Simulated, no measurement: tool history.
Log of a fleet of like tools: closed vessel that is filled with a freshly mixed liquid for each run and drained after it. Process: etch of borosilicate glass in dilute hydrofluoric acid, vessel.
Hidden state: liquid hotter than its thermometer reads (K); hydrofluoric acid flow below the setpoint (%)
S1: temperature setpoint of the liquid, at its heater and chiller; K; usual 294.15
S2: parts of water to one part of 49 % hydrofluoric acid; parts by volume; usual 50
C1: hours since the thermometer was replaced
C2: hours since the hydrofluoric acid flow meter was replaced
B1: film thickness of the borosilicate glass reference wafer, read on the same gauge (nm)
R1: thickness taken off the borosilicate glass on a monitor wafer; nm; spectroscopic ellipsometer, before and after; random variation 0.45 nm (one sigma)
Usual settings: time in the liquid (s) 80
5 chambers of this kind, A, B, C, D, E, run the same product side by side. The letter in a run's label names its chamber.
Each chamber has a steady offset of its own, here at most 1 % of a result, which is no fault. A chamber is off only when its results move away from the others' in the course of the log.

{"run": "1E", "hour": 11.3, "S1": 294.15, "S2": 50, "time in the liquid (s)": 80, "C1": 195.2, "C2": 969.4, "B1": 39.982, "R1": 46.227}
{"run": "2C", "hour": 23.6, "S1": 294.15, "S2": 50, "time in the liquid (s)": 80, "C1": 1426.6, "C2": 335.6, "B1": 40.003, "R1": 46.411}
{"run": "3A", "hour": 30.7, "S1": 294.15, "S2": 50, "time in the liquid (s)": 80, "C1": 221.5, "C2": 177.8, "B1": 40.001, "R1": 46.831}
{"hour": 36.5, "done": "chamber D: hydrofluoric acid flow meter replaced"}
{"run": "4D", "hour": 41.3, "S1": 294.15, "S2": 50, "time in the liquid (s)": 80, "C1": 855.9, "C2": 4.8, "B1": 40.034, "R1": 46.398}
{"run": "5B", "hour": 46.8, "S1": 294.15, "S2": 50, "time in the liquid (s)": 80, "C1": 610.9, "C2": 2531.3, "B1": 40.035, "R1": 46.952}
{"run": "6B", "hour": 55.2, "S1": 290.15, "S2": 50, "time in the liquid (s)": 115, "C1": 619.3, "C2": 2539.7, "B1": 39.966, "R1": 56.024}
{"run": "7C", "hour": 64.3, "S1": 290.15, "S2": 50, "time in the liquid (s)": 115, "C1": 1467.3, "C2": 376.3, "B1": 40.024, "R1": 56.341}
{"run": "8E", "hour": 72.8, "S1": 290.15, "S2": 50, "time in the liquid (s)": 115, "C1": 256.7, "C2": 1030.9, "B1": 39.971, "R1": 57.42}
{"run": "9D", "hour": 78.9, "S1": 290.15, "S2": 50, "time in the liquid (s)": 115, "C1": 893.5, "C2": 42.4, "B1": 40.012, "R1": 57.158}
{"run": "10A", "hour": 86.9, "S1": 290.15, "S2": 50, "time in the liquid (s)": 115, "C1": 277.7, "C2": 234, "B1": 39.993, "R1": 55.659}
{"run": "11D", "hour": 95.6, "S1": 294.15, "S2": 50, "time in the liquid (s)": 80, "C1": 910.2, "C2": 59.1, "B1": 39.995, "R1": 46.805}
{"run": "12E", "hour": 106.3, "S1": 294.15, "S2": 50, "time in the liquid (s)": 80, "C1": 290.2, "C2": 1064.4, "B1": 40.018, "R1": 47.433}
{"hour": 114.7, "done": "chamber B: hydrofluoric acid flow meter replaced"}
{"run": "13A", "hour": 117.0, "S1": 294.15, "S2": 50, "time in the liquid (s)": 80, "C1": 307.8, "C2": 264.1, "B1": 39.955, "R1": 46.335}
{"run": "14B", "hour": 128.3, "S1": 294.15, "S2": 50, "time in the liquid (s)": 80, "C1": 692.4, "C2": 13.6, "B1": 40.006, "R1": 47.719}
{"run": "15C", "hour": 140.5, "S1": 294.15, "S2": 50, "time in the liquid (s)": 80, "C1": 1543.5, "C2": 452.5, "B1": 39.978, "R1": 46.17}
{"run": "16E", "hour": 151.3, "S1": 294.15, "S2": 50, "time in the liquid (s)": 80, "C1": 335.2, "C2": 1109.4, "B1": 40.008, "R1": 47.092}
{"run": "17C", "hour": 159.6, "S1": 294.15, "S2": 50, "time in the liquid (s)": 80, "C1": 1562.6, "C2": 471.6, "B1": 39.985, "R1": 46.477}
{"run": "18D", "hour": 171.5, "S1": 294.15, "S2": 50, "time in the liquid (s)": 80, "C1": 986.1, "C2": 135, "B1": 40.018, "R1": 46.776}
{"run": "19A", "hour": 180.1, "S1": 294.15, "S2": 50, "time in the liquid (s)": 80, "C1": 370.9, "C2": 327.2, "B1": 40.025, "R1": 45.458}
{"run": "20B", "hour": 189.9, "S1": 294.15, "S2": 50, "time in the liquid (s)": 45, "C1": 754, "C2": 75.2, "B1": 40.019, "R1": 27.085}
{"run": "21A", "hour": 202.4, "S1": 294.15, "S2": 50, "time in the liquid (s)": 45, "C1": 393.2, "C2": 349.5, "B1": 40.012, "R1": 26.288}
{"run": "22E", "hour": 214.9, "S1": 294.15, "S2": 50, "time in the liquid (s)": 45, "C1": 398.8, "C2": 1173, "B1": 39.993, "R1": 26.353}
{"run": "23C", "hour": 221.4, "S1": 294.15, "S2": 50, "time in the liquid (s)": 45, "C1": 1624.4, "C2": 533.4, "B1": 39.983, "R1": 26.127}
{"hour": 233.6, "done": "chamber A: hydrofluoric acid flow meter replaced"}
{"run": "24D", "hour": 233.9, "S1": 294.15, "S2": 50, "time in the liquid (s)": 45, "C1": 1048.5, "C2": 197.4, "B1": 39.996, "R1": 26.211}
{"run": "25B", "hour": 245.5, "S1": 294.15, "S2": 50, "time in the liquid (s)": 80, "C1": 809.6, "C2": 130.8, "B1": 40.026, "R1": 49.238}
{"run": "26D", "hour": 251.6, "S1": 294.15, "S2": 50, "time in the liquid (s)": 80, "C1": 1066.2, "C2": 215.1, "B1": 39.978, "R1": 45.991}
{"run": "27E", "hour": 257.8, "S1": 294.15, "S2": 50, "time in the liquid (s)": 80, "C1": 441.7, "C2": 1215.9, "B1": 39.994, "R1": 46.801}
{"run": "28A", "hour": 263.8, "S1": 294.15, "S2": 50, "time in the liquid (s)": 80, "C1": 454.6, "C2": 30.2, "B1": 40.043, "R1": 47.075}
{"run": "29B", "hour": 272.0, "S1": 294.15, "S2": 50, "time in the liquid (s)": 80, "C1": 836.1, "C2": 157.3, "B1": 40.002, "R1": 49.63}
{"run": "30C", "hour": 281.2, "S1": 294.15, "S2": 50, "time in the liquid (s)": 80, "C1": 1684.2, "C2": 593.2, "B1": 39.976, "R1": 46.464}
{"run": "31C", "hour": 289.4, "S1": 294.15, "S2": 50, "time in the liquid (s)": 80, "C1": 1692.4, "C2": 601.4, "B1": 40.002, "R1": 46.403}
{"run": "32B", "hour": 298.1, "S1": 294.15, "S2": 50, "time in the liquid (s)": 80, "C1": 862.2, "C2": 183.4, "B1": 40.013, "R1": 49.52}
{"run": "33D", "hour": 310.5, "S1": 294.15, "S2": 50, "time in the liquid (s)": 80, "C1": 1125.1, "C2": 274, "B1": 39.976, "R1": 46.846}
{"run": "34E", "hour": 322.7, "S1": 294.15, "S2": 35, "time in the liquid (s)": 80, "C1": 506.6, "C2": 1280.8, "B1": 40.015, "R1": 67.68}
{"run": "35A", "hour": 335.3, "S1": 294.15, "S2": 35, "time in the liquid (s)": 80, "C1": 526.1, "C2": 101.7, "B1": 39.991, "R1": 66.726}
{"hour": 343.8, "done": "chamber A: thermometer replaced"}
{"run": "36C", "hour": 344.8, "S1": 294.15, "S2": 35, "time in the liquid (s)": 80, "C1": 1747.8, "C2": 656.8, "B1": 40.025, "R1": 67.558}
{"run": "37E", "hour": 351.7, "S1": 294.15, "S2": 35, "time in the liquid (s)": 80, "C1": 535.6, "C2": 1309.8, "B1": 40.004, "R1": 69.582}
{"run": "38A", "hour": 363.6, "S1": 294.15, "S2": 35, "time in the liquid (s)": 80, "C1": 19.9, "C2": 130, "B1": 40.019, "R1": 68.317}
{"run": "39D", "hour": 375.3, "S1": 294.15, "S2": 50, "time in the liquid (s)": 80, "C1": 1189.9, "C2": 338.8, "B1": 39.996, "R1": 47.025}
{"run": "40B", "hour": 380.8, "S1": 294.15, "S2": 50, "time in the liquid (s)": 80, "C1": 944.9, "C2": 266.1, "B1": 39.986, "R1": 51.416}
{"run": "41B", "hour": 389.2, "S1": 294.15, "S2": 50, "time in the liquid (s)": 80, "C1": 953.3, "C2": 274.5, "B1": 39.997, "R1": 51.728}
{"run": "42A", "hour": 401.8, "S1": 294.15, "S2": 50, "time in the liquid (s)": 80, "C1": 58.1, "C2": 168.2, "B1": 40.005, "R1": 47.27}
{"run": "43E", "hour": 408.8, "S1": 294.15, "S2": 50, "time in the liquid (s)": 80, "C1": 592.7, "C2": 1366.9, "B1": 40.011, "R1": 47.828}

Is one chamber off against the others, does the gauge drift, or is nothing wrong? If a chamber is off, say which, and what the likeliest cause is.

Chamber B drifts away from the others.
Cause: liquid hotter than its thermometer reads (K) = 2.29.

Here are 4 candidates for chamber B's next run, each the usual settings with a change, their results left as question marks. Which one brings its results back in line with what the others give on the usual settings?
In line means no further than this from the other chambers' mean on the usual settings: R1 1.6 nm
{"run": "44B-1", "hour": 418.0, "S1": 294.15, "S2": 45, "time in the liquid (s)": 80, "R1": "?"}
{"run": "44B-2", "hour": 418.0, "S1": 294.15, "S2": 50, "time in the liquid (s)": 100, "R1": "?"}
{"run": "44B-3", "hour": 418.0, "S1": 294.15, "S2": 55, "time in the liquid (s)": 80, "R1": "?"}
{"run": "44B-4", "hour": 418.0, "S1": 293.65, "S2": 50, "time in the liquid (s)": 65, "R1": "?"}

The other chambers' mean on the usual settings: R1 46.686 nm
run=44B-1 R1=57.545
run=44B-2 R1=64.437
run=44B-3 R1=46.633
run=44B-4 R1=41.025
44B-3 brings the chamber back in line.
